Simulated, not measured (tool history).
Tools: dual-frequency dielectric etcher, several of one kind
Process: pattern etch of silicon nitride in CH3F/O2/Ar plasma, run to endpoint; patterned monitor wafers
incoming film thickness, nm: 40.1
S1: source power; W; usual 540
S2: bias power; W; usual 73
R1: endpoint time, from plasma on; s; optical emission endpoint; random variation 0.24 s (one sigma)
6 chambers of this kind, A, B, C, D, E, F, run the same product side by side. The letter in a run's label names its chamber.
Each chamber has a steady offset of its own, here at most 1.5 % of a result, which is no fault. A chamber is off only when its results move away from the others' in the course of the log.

run	hour	S1	S2	R1
1A	5	540	73	51.746
2D	12.2	540	73	51.814
3C	18.1	540	73	50.797
# hour 22.5: chamber C: wet clean of the chamber
4E	23.4	540	73	51.271
5B	31.5	540	73	51.564
6F	38.8	540	73	51.056
7C	44	540	73	50.897
8A	48.8	470	80	52.329
9B	53.2	470	80	52.496
10D	57.9	470	80	52.807
11E	66.1	470	80	52.542
12F	73	470	80	52.324
# hour 74.7: chamber E: source power generator calibrated
13A	80.7	470	80	52.477
14C	85	540	73	50.984
15F	89.9	540	73	50.446
16B	96.3	660	85	45.159
17E	100.8	660	85	44.986
18D	105.9	660	85	45.367
19E	111	660	85	45.143
20F	114.9	660	85	44.626
21D	123	660	85	45.315
# hour 129.8: chamber B: wet clean of the chamber
22B	130.4	670	85	45.23
23C	136.5	670	85	44.664
24A	144.5	670	85	44.84
25D	150.7	670	85	45.008
# hour 151.9: chamber A: bias power generator calibrated
26B	155.1	670	85	44.786
27F	159.8	670	85	44.342
28C	164.7	540	73	51.445
29A	170.9	540	73	51.27
30E	175.3	540	73	51.351
31C	183.2	540	73	50.929
32D	187.8	540	73	51.685
33E	194.8	540	73	51.41
34F	201.7	540	73	50.601
35B	207	540	73	51.316
36A	214.8	540	73	51.383

Is one chamber off against the others, does the gauge drift, or is nothing wrong? If a chamber is off, say which, and what the likeliest cause is.

No chamber stands off beyond its own small offset, and the gauge holds steady.

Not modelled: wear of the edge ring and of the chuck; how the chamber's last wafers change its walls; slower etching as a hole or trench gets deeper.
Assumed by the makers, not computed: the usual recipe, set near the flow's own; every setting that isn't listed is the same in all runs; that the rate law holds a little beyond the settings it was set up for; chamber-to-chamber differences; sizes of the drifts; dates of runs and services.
